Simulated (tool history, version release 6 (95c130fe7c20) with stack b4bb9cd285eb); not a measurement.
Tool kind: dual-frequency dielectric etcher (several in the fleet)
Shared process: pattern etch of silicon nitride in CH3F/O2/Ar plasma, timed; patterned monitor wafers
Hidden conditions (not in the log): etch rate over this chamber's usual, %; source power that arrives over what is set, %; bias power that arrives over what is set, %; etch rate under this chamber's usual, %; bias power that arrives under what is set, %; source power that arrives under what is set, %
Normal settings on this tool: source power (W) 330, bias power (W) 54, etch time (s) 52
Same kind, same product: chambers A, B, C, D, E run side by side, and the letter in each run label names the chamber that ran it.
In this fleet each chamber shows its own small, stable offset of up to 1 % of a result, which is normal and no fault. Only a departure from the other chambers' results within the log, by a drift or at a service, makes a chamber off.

run	hour	source power (W)	bias power (W)	etch time (s)	hours since the last wet clean	hours since the last source power generator calibration	hours since the last bias power generator calibration	read-back reference wafer on the same gauge, depth_nm	mean etch depth across the wafer (Å)
1E	7	330	54	52	35.6	1710.4	704	31.212	307.8
2B	15.1	330	54	52	259.7	1903.8	1598.6	31.204	310.11
# hour 23: chamber B: source power generator calibrated
3D	23.5	330	54	52	278.8	1895.4	883.7	31.2	304.05
# hour 26: chamber B: bias power generator calibrated
4A	28.2	330	54	52	322.9	1855.5	1830.4	31.198	307.73
5C	33.3	330	54	58	245.3	607.8	191.8	31.188	341.09
6B	42.5	330	54	58	287.1	19.6	16.6	31.172	345.86
7D	48.5	330	54	58	303.8	1920.4	908.7	31.2	340.17
8C	54.4	330	54	58	266.4	628.9	212.9	31.206	341.38
9E	62.7	330	54	58	91.3	1766.1	759.7	31.216	342.84
10A	68.5	330	54	52	363.2	1895.8	1870.7	31.205	309.33
11B	75.5	330	54	52	320.1	52.6	49.6	31.195	309.82
12D	83.3	330	54	52	338.6	1955.2	943.5	31.197	305.07
13C	90.8	330	54	52	302.8	665.3	249.3	31.212	306.95
14A	95.2	330	54	52	389.9	1922.5	1897.4	31.2	309.24
15E	99.9	330	54	52	128.5	1803.3	796.9	31.21	307.16
16B	106.7	330	54	52	351.3	83.8	80.8	31.2	310.45
17E	115.2	330	54	57.5	143.8	1818.6	812.2	31.197	338.5
18C	120.8	330	54	57.5	332.8	695.3	279.3	31.197	337.23
19A	128.9	330	54	57.5	423.6	1956.2	1931.1	31.189	339.65
20D	135.1	330	54	57.5	390.4	2007	995.3	31.184	338.02
21E	142	330	54	57.5	170.6	1845.4	839	31.212	340.97
22C	147.5	280	54	52	359.5	722	306	31.189	285.23
23B	156.3	280	54	52	400.9	133.4	130.4	31.21	292.56
24D	164.5	280	54	52	419.8	2036.4	1024.7	31.191	285.58
25A	169.8	280	54	52	464.5	1997.1	1972	31.196	291.84
26A	177.2	280	54	52	471.9	2004.5	1979.4	31.224	289.78
27D	184.7	330	54	52	440	2056.6	1044.9	31.204	304.9
28E	189.5	330	54	52	218.1	1892.9	886.5	31.18	307.1
# hour 190.2: chamber D: wet clean of the chamber
29C	194.5	330	54	52	406.5	769	353	31.217	302.95
# hour 194.9: chamber B: wet clean of the chamber
30B	201.3	330	54	52	6.5	178.4	175.4	31.193	309.48
31C	206.7	360	47	52	418.7	781.2	365.2	31.197	301.12
32A	213.6	360	47	52	508.3	2040.9	2015.8	31.205	304.8
33E	219	360	47	52	247.6	1922.4	916	31.205	304.47
34B	226.1	360	47	52	31.3	203.2	200.2	31.205	305.74
35D	231.3	360	47	52	41.2	2103.2	1091.5	31.198	301.39
36A	236.9	260	54	62	531.6	2064.2	2039.1	31.205	336.22
37D	243.3	260	54	62	53.2	2115.2	1103.5	31.173	332.28
38E	251.2	260	54	62	279.8	1954.6	948.2	31.206	333.96

All chambers now run identical settings, listed one chamber a line with results as question marks. What results will each chamber show?
39A	257.8	330	43	52					?
39B	257.8	330	43	52					?
39C	257.8	330	43	52					?
39D	257.8	330	43	52					?
39E	257.8	330	43	52					?

run	mean etch depth across the wafer (Å)
39A	288.19
39B	287.49
39C	281.37
39D	283.29
39E	286.28

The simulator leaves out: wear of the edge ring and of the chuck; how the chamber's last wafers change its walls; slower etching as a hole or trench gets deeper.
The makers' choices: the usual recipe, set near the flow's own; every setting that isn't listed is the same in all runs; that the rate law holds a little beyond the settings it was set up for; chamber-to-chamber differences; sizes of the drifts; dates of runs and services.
